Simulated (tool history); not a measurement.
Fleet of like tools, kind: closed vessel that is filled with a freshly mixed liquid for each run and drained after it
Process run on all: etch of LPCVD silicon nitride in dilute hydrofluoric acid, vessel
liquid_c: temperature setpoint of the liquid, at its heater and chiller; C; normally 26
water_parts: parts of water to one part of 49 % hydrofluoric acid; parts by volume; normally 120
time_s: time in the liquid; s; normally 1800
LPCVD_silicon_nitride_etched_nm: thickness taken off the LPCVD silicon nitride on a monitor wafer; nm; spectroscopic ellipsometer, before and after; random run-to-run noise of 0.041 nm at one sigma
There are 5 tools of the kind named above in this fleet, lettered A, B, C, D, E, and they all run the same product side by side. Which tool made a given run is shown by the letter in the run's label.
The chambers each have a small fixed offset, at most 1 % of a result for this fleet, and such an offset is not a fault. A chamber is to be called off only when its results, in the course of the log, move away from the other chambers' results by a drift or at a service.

run   hour  liquid_c  water_parts  time_s  read-back film thickness of the LPCVD silicon nitride reference wafer, read on the same gauge (nm)  LPCVD_silicon_nitride_etched_nm
 1A    9.7        26          120    1800                                                                                              79.983                           7.9914
 2E     21        26          120    1800                                                                                              80.001                           8.0082
 3B   32.2        26          120    1800                                                                                              79.991                           7.9759
 4C   43.5        26          120    1800                                                                                              80.033                           7.9791
 5D   54.4        26          120    1800                                                                                              79.996                           8.0242
 6E   62.9        26          120    1800                                                                                              79.981                           8.0271
 7C     73        26          120    1800                                                                                              79.974                           7.8955
 8B   80.9        26          120    1800                                                                                              79.974                           7.9499
 9A   92.9        26          120    1800                                                                                              80.007                           7.9114
10D  100.5        26          120    1800                                                                                              80.006                           8.0959
11E  110.1        26          120    1800                                                                                              79.991                           7.9757
     111.2  -- chamber C: hydrofluoric acid flow meter replaced
     116.6  -- chamber D: hydrofluoric acid flow meter replaced
12B  117.5        26          120    1800                                                                                              79.956                           8.0331
13C  128.4        26          120    1800                                                                                              79.989                           7.9138
14D  135.9        26          120    1800                                                                                              79.982                            8.016
15A  143.7        26          120    1800                                                                                              79.992                           7.9676
16C  149.9        26          120    1800                                                                                              80.017                           7.9731
17D  157.3        22           75    1800                                                                                              80.026                           9.8138
18B  165.8        22           75    1800                                                                                              79.993                           9.6074
19E  178.7        22           75    1800                                                                                              79.979                           9.7567
20A  187.7        22           75    1800                                                                                              80.004                           9.7662
21A  197.4        22           75    1800                                                                                              79.977                           9.6225
22C  210.4        26          120    1800                                                                                              80.017                           8.0437
23D  218.9        26          120    1800                                                                                               79.99                           8.0136
24B  232.2        26          120    1800                                                                                              79.995                           8.0019
25E  241.5        26          120    1800                                                                                               80.02                           7.9939
26A  255.4        26          120    1800                                                                                              80.015                           7.8153
27B  266.7        26          120    1800                                                                                              79.978                           8.0103
28E  276.8        26          140    2130                                                                                              80.003                           8.1498
29D  288.1        26          140    2130                                                                                              80.005                            8.181
     291.7  -- chamber A: hydrofluoric acid flow meter replaced
30C  300.5        26          140    2130                                                                                               79.99                           7.9931
31E  313.8        26          140    2130                                                                                              80.017                           8.1027
32B    326        26          140    2130                                                                                              79.989                           8.1325
33D    340        26          120    1800                                                                                               79.99                           8.0656
34C  348.3        26          120    1800                                                                                              79.983                           7.9108
35A  359.1        26          120    1800                                                                                               79.99                           7.5928

Decide between three cases: one chamber stands off from its peers, the gauge reading all wafers drifts, or nothing is wrong past each chamber's small offset. Where a chamber is off, say which and what most likely put it there.

One chamber, A, drifts off from the rest bit by bit.
Most likely cause: liquid colder than its thermometer reads (K) = 0.789.

Chamber A could run next with any of the 4 candidate recipes listed below; each alters the usual settings, and their results appear as question marks. Which one brings its results back in line with what the other chambers deliver on the usual settings?
In-line tolerance around the mean of the other chambers on the usual settings: LPCVD_silicon_nitride_etched_nm 0.14 nm
36A-1  369.1        26          120    1890                                                                                                                                    ?
36A-2  369.1      26.5          115    1800                                                                                                                                    ?
36A-3  369.1        26          120    1710                                                                                                                                    ?
36A-4  369.1        26          125    1725                                                                                                                                    ?

The mean the other chambers reach with the usual settings: LPCVD_silicon_nitride_etched_nm 7.9817 nm
  run  LPCVD_silicon_nitride_etched_nm
36A-1                           7.9697
36A-2                           8.1804
36A-3                           7.2107
36A-4                           6.9837
36A-1 puts the chamber back in line with the other chambers.
